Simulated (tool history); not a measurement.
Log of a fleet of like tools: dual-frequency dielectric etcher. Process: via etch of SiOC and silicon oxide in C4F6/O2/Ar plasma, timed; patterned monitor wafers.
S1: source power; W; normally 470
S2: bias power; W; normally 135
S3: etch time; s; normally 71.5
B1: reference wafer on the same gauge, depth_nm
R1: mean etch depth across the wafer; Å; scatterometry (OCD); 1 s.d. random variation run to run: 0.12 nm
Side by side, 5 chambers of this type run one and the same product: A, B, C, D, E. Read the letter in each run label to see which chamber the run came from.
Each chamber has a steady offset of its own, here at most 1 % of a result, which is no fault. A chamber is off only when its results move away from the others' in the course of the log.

run 1B hour=3.1 | S1=470 S2=135 S3=71.5 | B1=94.346 | R1=781.73
run 2D hour=5.8 | S1=470 S2=135 S3=71.5 | B1=94.344 | R1=779.96
run 3A hour=11.3 | S1=470 S2=135 S3=71.5 | B1=94.363 | R1=789.47
run 4C hour=15 | S1=470 S2=135 S3=71.5 | B1=94.323 | R1=783.53
-- hour=17.2 chamber B: wet clean of the chamber
run 5E hour=19.1 | S1=470 S2=135 S3=71.5 | B1=94.36 | R1=792.17
run 6B hour=23.6 | S1=470 S2=135 S3=71.5 | B1=94.371 | R1=783.65
run 7D hour=26.2 | S1=470 S2=135 S3=71.5 | B1=94.378 | R1=781.92
run 8A hour=31.3 | S1=430 S2=135 S3=71.5 | B1=94.391 | R1=762.53
run 9E hour=34.4 | S1=430 S2=135 S3=71.5 | B1=94.393 | R1=763.73
run 10C hour=39.6 | S1=430 S2=135 S3=71.5 | B1=94.414 | R1=757.9
-- hour=42.7 chamber A: wet clean of the chamber
run 11B hour=43.7 | S1=430 S2=135 S3=71.5 | B1=94.455 | R1=755.84
run 12E hour=46.7 | S1=430 S2=135 S3=71.5 | B1=94.462 | R1=763.08
run 13A hour=52.2 | S1=470 S2=135 S3=71.5 | B1=94.488 | R1=789.59
run 14C hour=57.8 | S1=470 S2=135 S3=71.5 | B1=94.484 | R1=783.37
run 15D hour=62.2 | S1=470 S2=135 S3=71.5 | B1=94.524 | R1=783.77
run 16B hour=65.7 | S1=470 S2=135 S3=86.5 | B1=94.533 | R1=947.98
run 17C hour=70.3 | S1=470 S2=135 S3=86.5 | B1=94.518 | R1=947.89
run 18A hour=72.9 | S1=470 S2=135 S3=86.5 | B1=94.497 | R1=957.98
run 19D hour=77.3 | S1=470 S2=135 S3=86.5 | B1=94.524 | R1=947.05
run 20E hour=81.3 | S1=470 S2=135 S3=86.5 | B1=94.559 | R1=959.34
run 21C hour=83.8 | S1=470 S2=135 S3=71.5 | B1=94.575 | R1=784.85
run 22B hour=89.2 | S1=470 S2=135 S3=71.5 | B1=94.597 | R1=782.35
run 23D hour=93.7 | S1=470 S2=135 S3=71.5 | B1=94.622 | R1=784.85
run 24E hour=97.4 | S1=470 S2=135 S3=71.5 | B1=94.596 | R1=793.02
run 25A hour=102.7 | S1=470 S2=135 S3=71.5 | B1=94.612 | R1=792.87
run 26B hour=107.8 | S1=470 S2=135 S3=71.5 | B1=94.698 | R1=784.45
run 27C hour=111 | S1=470 S2=135 S3=71.5 | B1=94.649 | R1=785.85
run 28D hour=113.6 | S1=470 S2=119 S3=71.5 | B1=94.699 | R1=756.93
run 29E hour=118.1 | S1=470 S2=119 S3=71.5 | B1=94.654 | R1=765.03
run 30A hour=122.1 | S1=470 S2=119 S3=71.5 | B1=94.689 | R1=763.61
run 31A hour=127.9 | S1=470 S2=119 S3=71.5 | B1=94.744 | R1=765.79
run 32C hour=132.5 | S1=470 S2=119 S3=71.5 | B1=94.773 | R1=756.8
run 33E hour=135.4 | S1=470 S2=135 S3=71.5 | B1=94.764 | R1=792.78
run 34D hour=141 | S1=470 S2=135 S3=71.5 | B1=94.727 | R1=785.69
run 35B hour=143.6 | S1=470 S2=135 S3=71.5 | B1=94.751 | R1=785.45
run 36C hour=148.1 | S1=400 S2=135 S3=71.5 | B1=94.782 | R1=738.12
run 37A hour=151.9 | S1=400 S2=135 S3=71.5 | B1=94.808 | R1=744.06
run 38B hour=157.6 | S1=400 S2=135 S3=71.5 | B1=94.844 | R1=736.5
run 39E hour=160.4 | S1=400 S2=135 S3=71.5 | B1=94.808 | R1=745.1
run 40D hour=164.8 | S1=400 S2=135 S3=71.5 | B1=94.785 | R1=737.42
run 41A hour=167.8 | S1=470 S2=135 S3=71.5 | B1=94.83 | R1=795.72
run 42D hour=171 | S1=470 S2=135 S3=71.5 | B1=94.834 | R1=786.84
run 43E hour=175.1 | S1=470 S2=135 S3=71.5 | B1=94.908 | R1=795.48
run 44C hour=177.9 | S1=470 S2=135 S3=71.5 | B1=94.92 | R1=788.58

The same settings go to every chamber for the next run, one line per chamber below. Forecast the results for each:
run 45A hour=182.2 | S1=470 S2=135 S3=71.5 | R1=?
run 45B hour=182.2 | S1=470 S2=135 S3=71.5 | R1=?
run 45C hour=182.2 | S1=470 S2=135 S3=71.5 | R1=?
run 45D hour=182.2 | S1=470 S2=135 S3=71.5 | R1=?
run 45E hour=182.2 | S1=470 S2=135 S3=71.5 | R1=?

run=45A R1=795.33
run=45B R1=786.24
run=45C R1=789.22
run=45D R1=787.02
run=45E R1=797.36
